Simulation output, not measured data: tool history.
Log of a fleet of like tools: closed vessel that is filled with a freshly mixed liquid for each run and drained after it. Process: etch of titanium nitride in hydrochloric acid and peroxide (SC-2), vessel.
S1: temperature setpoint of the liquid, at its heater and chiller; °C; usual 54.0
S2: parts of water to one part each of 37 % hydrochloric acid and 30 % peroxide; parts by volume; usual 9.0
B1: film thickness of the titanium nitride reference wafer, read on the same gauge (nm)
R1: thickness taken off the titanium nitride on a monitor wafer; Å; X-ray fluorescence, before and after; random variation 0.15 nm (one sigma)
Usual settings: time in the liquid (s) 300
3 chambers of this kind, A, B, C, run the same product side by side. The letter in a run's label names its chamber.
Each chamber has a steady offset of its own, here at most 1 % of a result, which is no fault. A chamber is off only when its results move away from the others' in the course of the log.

run 1C hour=5.7 | S1=54.0 S2=9.0 time_in_the_liquid_(s)=300 | B1=49.932 | R1=189.040
run 2A hour=10.7 | S1=54.0 S2=9.0 time_in_the_liquid_(s)=300 | B1=49.994 | R1=188.960
run 3B hour=13.7 | S1=54.0 S2=9.0 time_in_the_liquid_(s)=300 | B1=50.011 | R1=188.040
run 4A hour=17.3 | S1=54.0 S2=9.0 time_in_the_liquid_(s)=300 | B1=50.035 | R1=188.160
run 5B hour=21.7 | S1=54.0 S2=9.0 time_in_the_liquid_(s)=300 | B1=50.007 | R1=186.160
run 6C hour=26.5 | S1=54.0 S2=9.0 time_in_the_liquid_(s)=300 | B1=50.010 | R1=188.560
run 7A hour=31.0 | S1=54.0 S2=9.0 time_in_the_liquid_(s)=300 | B1=50.004 | R1=190.140
run 8B hour=36.7 | S1=54.0 S2=9.0 time_in_the_liquid_(s)=300 | B1=49.954 | R1=184.700
run 9C hour=40.3 | S1=54.0 S2=9.0 time_in_the_liquid_(s)=300 | B1=50.027 | R1=190.570
run 10A hour=45.6 | S1=54.0 S2=9.0 time_in_the_liquid_(s)=300 | B1=49.997 | R1=188.660
-- hour=50.1 chamber B: new drum of peroxide connected
run 11B hour=50.2 | S1=54.0 S2=9.0 time_in_the_liquid_(s)=300 | B1=49.962 | R1=188.600
run 12C hour=54.4 | S1=54.0 S2=9.0 time_in_the_liquid_(s)=300 | B1=50.015 | R1=191.300
run 13A hour=58.7 | S1=54.0 S2=9.0 time_in_the_liquid_(s)=155 | B1=50.036 | R1=96.229
run 14C hour=62.0 | S1=54.0 S2=9.0 time_in_the_liquid_(s)=155 | B1=50.005 | R1=97.042
run 15B hour=66.8 | S1=54.0 S2=9.0 time_in_the_liquid_(s)=155 | B1=50.012 | R1=96.613
run 16C hour=71.4 | S1=54.0 S2=9.0 time_in_the_liquid_(s)=300 | B1=49.998 | R1=190.420
run 17A hour=75.4 | S1=54.0 S2=9.0 time_in_the_liquid_(s)=300 | B1=49.991 | R1=188.680
run 18B hour=79.5 | S1=62.5 S2=6.0 time_in_the_liquid_(s)=300 | B1=49.975 | R1=431.530
run 19B hour=83.4 | S1=62.5 S2=6.0 time_in_the_liquid_(s)=300 | B1=49.980 | R1=439.650
run 20C hour=86.8 | S1=62.5 S2=6.0 time_in_the_liquid_(s)=300 | B1=50.032 | R1=450.760
run 21A hour=91.0 | S1=54.0 S2=9.0 time_in_the_liquid_(s)=300 | B1=49.999 | R1=184.730
run 22A hour=94.6 | S1=54.0 S2=9.0 time_in_the_liquid_(s)=300 | B1=50.075 | R1=186.090
run 23C hour=98.1 | S1=54.0 S2=9.0 time_in_the_liquid_(s)=300 | B1=50.008 | R1=187.970
run 24B hour=101.2 | S1=54.0 S2=9.0 time_in_the_liquid_(s)=300 | B1=50.020 | R1=186.100
run 25A hour=107.2 | S1=54.0 S2=11.5 time_in_the_liquid_(s)=220 | B1=50.047 | R1=111.800
run 26B hour=112.0 | S1=54.0 S2=11.5 time_in_the_liquid_(s)=220 | B1=50.023 | R1=111.800
run 27C hour=115.9 | S1=54.0 S2=11.5 time_in_the_liquid_(s)=220 | B1=50.024 | R1=113.240
run 28A hour=122.2 | S1=54.0 S2=9.0 time_in_the_liquid_(s)=300 | B1=49.991 | R1=180.140
run 29B hour=126.0 | S1=54.0 S2=9.0 time_in_the_liquid_(s)=300 | B1=49.996 | R1=190.570
run 30C hour=131.9 | S1=54.0 S2=9.0 time_in_the_liquid_(s)=300 | B1=50.010 | R1=188.790
run 31C hour=134.8 | S1=54.0 S2=9.0 time_in_the_liquid_(s)=300 | B1=50.011 | R1=188.680
run 32B hour=140.3 | S1=54.0 S2=9.0 time_in_the_liquid_(s)=300 | B1=50.044 | R1=188.820
run 33A hour=144.2 | S1=54.0 S2=9.0 time_in_the_liquid_(s)=300 | B1=49.967 | R1=180.260
run 34A hour=147.8 | S1=54.0 S2=9.0 time_in_the_liquid_(s)=300 | B1=50.003 | R1=180.360
run 35C hour=154.3 | S1=54.0 S2=9.0 time_in_the_liquid_(s)=300 | B1=49.967 | R1=190.230
run 36B hour=160.6 | S1=54.0 S2=9.0 time_in_the_liquid_(s)=300 | B1=50.026 | R1=187.600
run 37C hour=164.4 | S1=54.0 S2=9.0 time_in_the_liquid_(s)=300 | B1=49.985 | R1=190.430
run 38A hour=171.0 | S1=54.0 S2=9.0 time_in_the_liquid_(s)=300 | B1=50.024 | R1=175.030
run 39B hour=175.1 | S1=54.0 S2=9.0 time_in_the_liquid_(s)=300 | B1=49.993 | R1=184.610
run 40B hour=179.4 | S1=54.0 S2=9.0 time_in_the_liquid_(s)=300 | B1=50.014 | R1=187.420
run 41A hour=185.4 | S1=54.0 S2=9.0 time_in_the_liquid_(s)=300 | B1=50.037 | R1=175.000

Next, every chamber runs the same settings. What will each give?
run 42A hour=190.1 | S1=63.5 S2=9.0 time_in_the_liquid_(s)=300 | R1=?
run 42B hour=190.1 | S1=63.5 S2=9.0 time_in_the_liquid_(s)=300 | R1=?
run 42C hour=190.1 | S1=63.5 S2=9.0 time_in_the_liquid_(s)=300 | R1=?

run=42A R1=316.940
run=42B R1=334.850
run=42C R1=345.860
